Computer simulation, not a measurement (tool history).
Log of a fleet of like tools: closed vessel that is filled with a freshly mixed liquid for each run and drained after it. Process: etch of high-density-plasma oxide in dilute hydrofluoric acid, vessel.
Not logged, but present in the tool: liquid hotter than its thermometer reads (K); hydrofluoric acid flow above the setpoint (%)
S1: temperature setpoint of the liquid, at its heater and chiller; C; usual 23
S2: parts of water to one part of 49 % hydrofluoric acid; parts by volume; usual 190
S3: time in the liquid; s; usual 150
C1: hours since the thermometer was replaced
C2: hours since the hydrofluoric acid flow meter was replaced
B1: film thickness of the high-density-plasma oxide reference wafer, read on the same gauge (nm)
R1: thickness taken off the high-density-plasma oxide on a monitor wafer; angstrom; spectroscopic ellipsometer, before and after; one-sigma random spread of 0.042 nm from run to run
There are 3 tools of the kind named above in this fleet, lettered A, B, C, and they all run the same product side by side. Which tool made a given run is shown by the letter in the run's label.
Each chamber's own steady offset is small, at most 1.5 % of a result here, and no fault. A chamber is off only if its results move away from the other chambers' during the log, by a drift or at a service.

Run 1B, day 0.233: usual settings; C1 1066.9; C2 891; B1 129.99. Result: R1 51.309 angstrom.
Run 2C, day 0.367: usual settings; C1 1250.6; C2 442.2; B1 130.03. Result: R1 49.222 angstrom.
Run 3A, day 0.629: usual settings; C1 1703; C2 73.5; B1 129.99. Result: R1 50.409 angstrom.
Run 4A, day 0.833: usual settings; C1 1707.9; C2 78.4; B1 130.01. Result: R1 50.888 angstrom.
Run 5B, day 1.004: usual settings but S1 19 C, S3 110 s; C1 1085.4; C2 909.5; B1 130.03. Result: R1 31.751 angstrom.
Run 6C, day 1.233: usual settings but S1 19 C, S3 110 s; C1 1271.4; C2 463; B1 129.98. Result: R1 31.358 angstrom.
Run 7A, day 1.529: usual settings but S1 19 C, S3 110 s; C1 1724.6; C2 95.1; B1 129.97. Result: R1 31.84 angstrom.
Run 8C, day 1.738: usual settings; C1 1283.5; C2 475.1; B1 129.99. Result: R1 51.275 angstrom.
Run 9B, day 2.008: usual settings; C1 1109.5; C2 933.6; B1 129.97. Result: R1 50.735 angstrom.
Run 10B, day 2.162: usual settings; C1 1113.2; C2 937.3; B1 129.98. Result: R1 50.288 angstrom.
Run 11A, day 2.304: usual settings; C1 1743.2; C2 113.7; B1 130.01. Result: R1 51.362 angstrom.
Run 12C, day 2.562: usual settings; C1 1303.3; C2 494.9; B1 130. Result: R1 51.75 angstrom.
Run 13C, day 2.854: usual settings; C1 1310.3; C2 501.9; B1 130.03. Result: R1 52.659 angstrom.
Run 14A, day 3.121: usual settings; C1 1762.8; C2 133.3; B1 130. Result: R1 50.594 angstrom.
Run 15B, day 3.388: usual settings; C1 1142.6; C2 966.7; B1 129.96. Result: R1 50.445 angstrom.
Run 16C, day 3.621: usual settings; C1 1328.7; C2 520.3; B1 129.98. Result: R1 52.185 angstrom.
Run 17A, day 3.908: usual settings but S2 255 parts by volume; C1 1781.7; C2 152.2; B1 130.03. Result: R1 35.397 angstrom.
Run 18B, day 4.104: usual settings but S2 255 parts by volume; C1 1159.8; C2 983.9; B1 130. Result: R1 35.718 angstrom.
Run 19B, day 4.333: usual settings but S2 255 parts by volume; C1 1165.3; C2 989.4; B1 129.98. Result: R1 35.68 angstrom.
Run 20A, day 4.542: usual settings; C1 1796.9; C2 167.4; B1 130.02. Result: R1 50.524 angstrom.
At day 4.783: chamber A: thermometer replaced.
Run 21C, day 4.817: usual settings but S1 18 C, S3 120 s; C1 1357.4; C2 549; B1 129.98. Result: R1 35.63 angstrom.
Run 22C, day 5.083: usual settings but S1 18 C, S3 120 s; C1 1363.8; C2 555.4; B1 130.02. Result: R1 35.435 angstrom.
Run 23A, day 5.233: usual settings but S1 18 C, S3 120 s; C1 10.9; C2 184; B1 130.01. Result: R1 33.26 angstrom.
Run 24B, day 5.45: usual settings; C1 1192.1; C2 1016.2; B1 130.01. Result: R1 50.854 angstrom.
Run 25A, day 5.733: usual settings; C1 22.9; C2 196; B1 129.99. Result: R1 50.668 angstrom.
Run 26B, day 5.946: usual settings; C1 1204; C2 1028.1; B1 130. Result: R1 51.214 angstrom.
Run 27C, day 6.15: usual settings; C1 1389.4; C2 581; B1 130.01. Result: R1 54.645 angstrom.
Run 28A, day 6.292: usual settings but S1 27.5 C; C1 36.3; C2 209.4; B1 130.02. Result: R1 58.782 angstrom.
Run 29C, day 6.446: usual settings but S1 27.5 C; C1 1396.5; C2 588.1; B1 130. Result: R1 64.382 angstrom.

What goes on in this fleet: one chamber off, a drifting gauge, or nothing beyond the chambers' own small offsets? Name the chamber and the cause, if any.

One chamber, C, drifts off from the rest bit by bit.
What lies behind it: hydrofluoric acid flow above the setpoint (%) = 8.74.
Not necessarily distinguishable in this log from: liquid hotter than its thermometer reads (K).

Chamber C could run next with any of the 4 candidate recipes listed below; each alters the usual settings, and their results appear as question marks. Which one brings its results back in line with what the other chambers deliver on the usual settings?
To be in line, a result may differ from the other chambers' mean on the usual settings by at most: R1 1.5 angstrom
Run 30C-1, day 6.658: usual settings but S3 180 s. Result: R1 ?.
Run 30C-2, day 6.658: usual settings but S2 205 parts by volume. Result: R1 ?.
Run 30C-3, day 6.658: usual settings but S2 220 parts by volume. Result: R1 ?.
Run 30C-4, day 6.658: usual settings but S2 180 parts by volume, S3 155 s. Result: R1 ?.

What the other chambers average on the usual settings: R1 50.53 angstrom
  run      R1
30C-1  65.762
30C-2  50.072
30C-3  46.004
30C-4  60.351
The right change is 30C-2: it brings the chamber back within the allowed miss of the others.
